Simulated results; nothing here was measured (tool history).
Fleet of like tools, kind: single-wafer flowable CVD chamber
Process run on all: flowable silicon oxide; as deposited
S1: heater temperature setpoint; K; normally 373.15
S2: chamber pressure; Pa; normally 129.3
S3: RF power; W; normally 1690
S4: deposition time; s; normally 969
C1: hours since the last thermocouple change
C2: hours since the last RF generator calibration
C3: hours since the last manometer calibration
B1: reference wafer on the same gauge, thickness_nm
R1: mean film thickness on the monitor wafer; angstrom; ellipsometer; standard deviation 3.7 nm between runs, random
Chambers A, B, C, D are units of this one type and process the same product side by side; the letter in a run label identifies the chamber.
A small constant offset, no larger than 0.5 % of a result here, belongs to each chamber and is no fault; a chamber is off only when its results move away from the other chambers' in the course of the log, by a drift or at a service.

run	day	S1	S2	S3	S4	C1	C2	C3	B1	R1
1A	0.304	373.15	129.3	1690	969	977.9	1606.9	296.3	765.67	7182.7
2C	0.558	373.15	129.3	1690	969	999.1	644.4	539.3	765.16	7220.2
3D	0.75	373.15	129.3	1690	969	2231.6	1707.2	814.4	764.6	7179.8
# day 0.85: chamber B: thermocouple changed; heater temperature recalibrated
4B	1.138	373.15	129.3	1690	969	6.9	1821.7	386.4	766.31	7230.5
5A	1.454	373.15	129.3	1690	969	1005.5	1634.5	323.9	765.98	7202.2
6B	1.762	373.15	129.3	1690	969	21.9	1836.7	401.4	765.35	7217.2
7C	2.058	373.15	129.3	1690	969	1035.1	680.4	575.3	766.86	7205.1
# day 2.467: chamber C: thermocouple changed; heater temperature recalibrated
8D	2.467	373.15	139.6	1455	969	2272.8	1748.4	855.6	766.38	7625.1
9D	2.696	373.15	139.6	1455	969	2278.3	1753.9	861.1	765.38	7594.9
# day 2.925: chamber D: capacitance manometer re-zeroed and calibrated
10A	2.942	373.15	139.6	1455	969	1041.2	1670.2	359.6	765.22	7538.9
11C	3.146	373.15	139.6	1455	969	16.3	706.5	601.4	765.59	7465.1
# day 3.321: chamber B: RF generator calibrated
12B	3.338	373.15	129.3	1690	969	59.7	0.4	439.2	766.55	7248.7
13B	3.625	373.15	129.3	1690	969	66.6	7.3	446.1	766.55	7230.8
14C	3.967	373.15	129.3	1690	969	36	726.2	621.1	765.74	7224.8
15D	4.192	373.15	129.3	1690	969	2314.2	1789.8	30.4	765.53	7237
16A	4.508	373.15	129.3	1690	969	1078.8	1707.8	397.2	765.38	7205.6
17A	4.7	373.15	129.3	1690	969	1083.4	1712.4	401.8	765.52	7166.7
18C	4.971	373.15	129.3	1690	969	60.1	750.3	645.2	765.64	7213.8
19B	5.192	373.15	129.3	1690	969	104.2	44.9	483.7	765.96	7228.8
20D	5.529	373.15	129.3	1690	969	2346.3	1821.9	62.5	765.04	7249.2
21B	5.875	373.15	129.3	1690	969	120.6	61.3	500.1	765.67	7247.7
22A	6.133	367.15	129.3	1690	969	1117.8	1746.8	436.2	766.84	8677.7
23C	6.354	367.15	129.3	1690	969	93.3	783.5	678.4	765.1	8787.3
24D	6.688	367.15	129.3	1690	969	2374.1	1849.7	90.3	765.66	8802.5
25C	7.1	367.15	129.3	1690	969	111.2	801.4	696.3	765.11	8728.8
26B	7.417	373.15	129.3	1690	969	157.6	98.3	537.1	766.2	7226.7
27D	7.654	373.15	129.3	1690	969	2397.3	1872.9	113.5	766.44	7261.3
28A	7.846	373.15	129.3	1690	969	1158.9	1787.9	477.3	765.83	7000.2
29A	8.038	373.15	129.3	1690	1138	1163.5	1792.5	481.9	766.99	8176.5
30B	8.412	373.15	129.3	1690	1138	181.5	122.2	561	766.91	8504.8
31C	8.733	373.15	129.3	1690	1138	150.4	840.6	735.5	765.55	8500.6
32D	9.092	373.15	129.3	1690	1138	2431.8	1907.4	148	766.14	8509.9
# day 9.096: chamber D: RF generator calibrated
33D	9.325	373.15	129.3	1690	969	2437.4	5.6	153.6	766.26	7261.1
# day 9.4: chamber A: RF generator calibrated
34A	9.579	380.15	129.3	1690	902	1200.5	4.3	518.9	766.68	5009.2
35C	9.762	380.15	129.3	1690	902	175.1	865.3	760.2	766.54	5320.8
36B	10.038	380.15	129.3	1690	902	220.5	161.2	600	764.78	5278.4
37D	10.442	380.15	129.3	1690	902	2464.2	32.4	180.4	764.82	5332.2
38A	10.85	373.15	155.9	1690	892	1231	34.8	549.4	765.43	7686
39C	11.171	373.15	155.9	1690	892	208.9	899.1	794	766.56	8267.3
40B	11.542	373.15	155.9	1690	892	256.6	197.3	636.1	766.48	8195.7

Which is it: a chamber that has drifted or been left off by a service, a gauge drift common to all chambers, or only each chamber's usual small offset? If a chamber is off, name it and its likeliest cause.

One chamber, A, drifts off from the rest bit by bit.
Most likely cause: true pressure below the setpoint (%) = 5.22.
The log may not separate it from: wafer temperature above the value expected at the setpoint (K).

Here are 4 candidates for chamber A's next run, each the usual settings with a change, their results left as question marks. Which one brings its results back in line with what the others give on the usual settings?
Allowed miss from the other chambers' usual-settings mean, per result, to count as in line: R1 130 angstrom
41A-1	11.838	376.15	129.3	1680	969					?
41A-2	11.838	375.15	129.3	1685	969					?
41A-3	11.838	371.15	132.3	1690	981					?
41A-4	11.838	371.15	129.3	1695	978					?

On the usual settings, the other chambers give on average: R1 7220 angstrom
run	R1
41A-1	6069.8
41A-2	6284.3
41A-3	7472.8
41A-4	7262.1
With 41A-4, the chamber falls back in line with the rest.
